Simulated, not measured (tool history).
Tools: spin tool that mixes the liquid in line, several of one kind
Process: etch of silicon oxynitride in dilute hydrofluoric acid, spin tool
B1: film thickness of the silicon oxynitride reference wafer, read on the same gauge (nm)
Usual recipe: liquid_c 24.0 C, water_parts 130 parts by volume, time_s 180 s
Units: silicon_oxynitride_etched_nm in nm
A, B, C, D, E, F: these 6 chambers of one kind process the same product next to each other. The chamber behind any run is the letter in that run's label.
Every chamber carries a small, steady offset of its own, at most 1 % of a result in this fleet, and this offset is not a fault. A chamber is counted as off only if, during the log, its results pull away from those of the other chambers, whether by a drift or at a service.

{"run": "1A", "hour": 6.4, "liquid_c": 24.0, "water_parts": 130, "time_s": 180, "B1": 39.969, "silicon_oxynitride_etched_nm": 3.1363}
{"run": "2C", "hour": 13.4, "liquid_c": 24.0, "water_parts": 130, "time_s": 180, "B1": 40.052, "silicon_oxynitride_etched_nm": 3.0558}
{"run": "3E", "hour": 19.6, "liquid_c": 24.0, "water_parts": 130, "time_s": 180, "B1": 40.032, "silicon_oxynitride_etched_nm": 3.1082}
{"run": "4B", "hour": 26.7, "liquid_c": 24.0, "water_parts": 130, "time_s": 180, "B1": 40.0, "silicon_oxynitride_etched_nm": 3.1131}
{"run": "5D", "hour": 31.7, "liquid_c": 24.0, "water_parts": 130, "time_s": 180, "B1": 40.006, "silicon_oxynitride_etched_nm": 3.1152}
{"run": "6F", "hour": 37.6, "liquid_c": 24.0, "water_parts": 130, "time_s": 180, "B1": 40.001, "silicon_oxynitride_etched_nm": 3.1084}
{"run": "7A", "hour": 41.9, "liquid_c": 26.5, "water_parts": 130, "time_s": 180, "B1": 39.992, "silicon_oxynitride_etched_nm": 3.5347}
{"run": "8D", "hour": 47.0, "liquid_c": 26.5, "water_parts": 130, "time_s": 180, "B1": 40.002, "silicon_oxynitride_etched_nm": 3.4197}
{"run": "9C", "hour": 54.5, "liquid_c": 26.5, "water_parts": 130, "time_s": 180, "B1": 40.024, "silicon_oxynitride_etched_nm": 3.4443}
{"run": "10E", "hour": 58.0, "liquid_c": 26.5, "water_parts": 130, "time_s": 180, "B1": 40.02, "silicon_oxynitride_etched_nm": 3.5051}
{"hour": 63.8, "done": "chamber C: hydrofluoric acid flow meter replaced"}
{"run": "11B", "hour": 64.2, "liquid_c": 26.5, "water_parts": 130, "time_s": 180, "B1": 39.999, "silicon_oxynitride_etched_nm": 3.5537}
{"run": "12F", "hour": 68.3, "liquid_c": 26.5, "water_parts": 130, "time_s": 180, "B1": 40.004, "silicon_oxynitride_etched_nm": 3.4428}
{"run": "13B", "hour": 71.9, "liquid_c": 24.0, "water_parts": 130, "time_s": 180, "B1": 39.999, "silicon_oxynitride_etched_nm": 3.1417}
{"run": "14F", "hour": 78.9, "liquid_c": 24.0, "water_parts": 130, "time_s": 180, "B1": 39.974, "silicon_oxynitride_etched_nm": 3.1069}
{"run": "15E", "hour": 83.3, "liquid_c": 27.5, "water_parts": 165, "time_s": 180, "B1": 40.05, "silicon_oxynitride_etched_nm": 2.7773}
{"run": "16D", "hour": 90.3, "liquid_c": 27.5, "water_parts": 165, "time_s": 180, "B1": 39.995, "silicon_oxynitride_etched_nm": 2.7272}
{"run": "17C", "hour": 97.2, "liquid_c": 27.5, "water_parts": 165, "time_s": 180, "B1": 40.004, "silicon_oxynitride_etched_nm": 2.7908}
{"run": "18A", "hour": 104.7, "liquid_c": 27.5, "water_parts": 165, "time_s": 180, "B1": 40.003, "silicon_oxynitride_etched_nm": 2.8077}
{"run": "19F", "hour": 110.0, "liquid_c": 27.5, "water_parts": 165, "time_s": 180, "B1": 39.989, "silicon_oxynitride_etched_nm": 2.6872}
{"run": "20C", "hour": 116.4, "liquid_c": 27.5, "water_parts": 165, "time_s": 180, "B1": 40.027, "silicon_oxynitride_etched_nm": 2.75}
{"run": "21E", "hour": 120.2, "liquid_c": 28.5, "water_parts": 130, "time_s": 180, "B1": 39.972, "silicon_oxynitride_etched_nm": 3.7709}
{"run": "22D", "hour": 125.3, "liquid_c": 28.5, "water_parts": 130, "time_s": 180, "B1": 40.022, "silicon_oxynitride_etched_nm": 3.762}
{"run": "23B", "hour": 132.7, "liquid_c": 28.5, "water_parts": 130, "time_s": 180, "B1": 39.991, "silicon_oxynitride_etched_nm": 3.8161}
{"run": "24A", "hour": 138.2, "liquid_c": 28.5, "water_parts": 130, "time_s": 180, "B1": 39.974, "silicon_oxynitride_etched_nm": 3.8417}
{"run": "25D", "hour": 145.0, "liquid_c": 28.5, "water_parts": 130, "time_s": 180, "B1": 40.009, "silicon_oxynitride_etched_nm": 3.727}
{"run": "26E", "hour": 150.4, "liquid_c": 28.5, "water_parts": 130, "time_s": 180, "B1": 40.016, "silicon_oxynitride_etched_nm": 3.8166}
{"run": "27B", "hour": 156.7, "liquid_c": 27.0, "water_parts": 100, "time_s": 180, "B1": 39.991, "silicon_oxynitride_etched_nm": 4.773}
{"run": "28A", "hour": 162.6, "liquid_c": 27.0, "water_parts": 100, "time_s": 180, "B1": 39.982, "silicon_oxynitride_etched_nm": 4.7964}
{"run": "29F", "hour": 167.7, "liquid_c": 27.0, "water_parts": 100, "time_s": 180, "B1": 40.009, "silicon_oxynitride_etched_nm": 4.5274}
{"run": "30C", "hour": 171.1, "liquid_c": 27.0, "water_parts": 100, "time_s": 180, "B1": 40.015, "silicon_oxynitride_etched_nm": 4.7316}
{"run": "31E", "hour": 176.1, "liquid_c": 27.0, "water_parts": 100, "time_s": 180, "B1": 39.983, "silicon_oxynitride_etched_nm": 4.7611}
{"run": "32D", "hour": 180.3, "liquid_c": 27.0, "water_parts": 100, "time_s": 180, "B1": 40.023, "silicon_oxynitride_etched_nm": 4.7897}
{"run": "33A", "hour": 188.0, "liquid_c": 24.0, "water_parts": 130, "time_s": 180, "B1": 40.001, "silicon_oxynitride_etched_nm": 3.1159}
{"run": "34B", "hour": 192.2, "liquid_c": 24.0, "water_parts": 130, "time_s": 180, "B1": 40.005, "silicon_oxynitride_etched_nm": 3.155}
{"run": "35C", "hour": 198.0, "liquid_c": 24.0, "water_parts": 130, "time_s": 180, "B1": 40.01, "silicon_oxynitride_etched_nm": 3.1005}
{"run": "36F", "hour": 205.1, "liquid_c": 24.0, "water_parts": 130, "time_s": 180, "B1": 40.017, "silicon_oxynitride_etched_nm": 2.8827}
{"run": "37C", "hour": 211.5, "liquid_c": 24.0, "water_parts": 130, "time_s": 180, "B1": 40.006, "silicon_oxynitride_etched_nm": 3.098}

What goes on in this fleet: one chamber off, a drifting gauge, or nothing beyond the chambers' own small offsets? Name the chamber and the cause, if any.

Chamber F drifts away from the others.
Cause: hydrofluoric acid flow below the setpoint (%) = 7.43.
With only this log, it may be confused with: liquid colder than its thermometer reads (K).

Below are 4 candidate recipes for chamber F's next run, each the usual settings with a change, their results shown as question marks. Which of them brings F's results back in line with what the other chambers give on the usual settings?
Allowed miss from the other chambers' usual-settings mean, per result, to count as in line: silicon_oxynitride_etched_nm 0.0770 nm
{"run": "38F-1", "hour": 217.0, "liquid_c": 24.0, "water_parts": 120, "time_s": 180, "silicon_oxynitride_etched_nm": "?"}
{"run": "38F-2", "hour": 217.0, "liquid_c": 24.0, "water_parts": 130, "time_s": 165, "silicon_oxynitride_etched_nm": "?"}
{"run": "38F-3", "hour": 217.0, "liquid_c": 25.0, "water_parts": 130, "time_s": 180, "silicon_oxynitride_etched_nm": "?"}
{"run": "38F-4", "hour": 217.0, "liquid_c": 24.0, "water_parts": 135, "time_s": 180, "silicon_oxynitride_etched_nm": "?"}

Other chambers, usual settings, mean: silicon_oxynitride_etched_nm 3.1095 nm
run=38F-1 silicon_oxynitride_etched_nm=3.1234
run=38F-2 silicon_oxynitride_etched_nm=2.6162
run=38F-3 silicon_oxynitride_etched_nm=2.9867
run=38F-4 silicon_oxynitride_etched_nm=2.7349
With 38F-1, the chamber falls back in line with the rest.
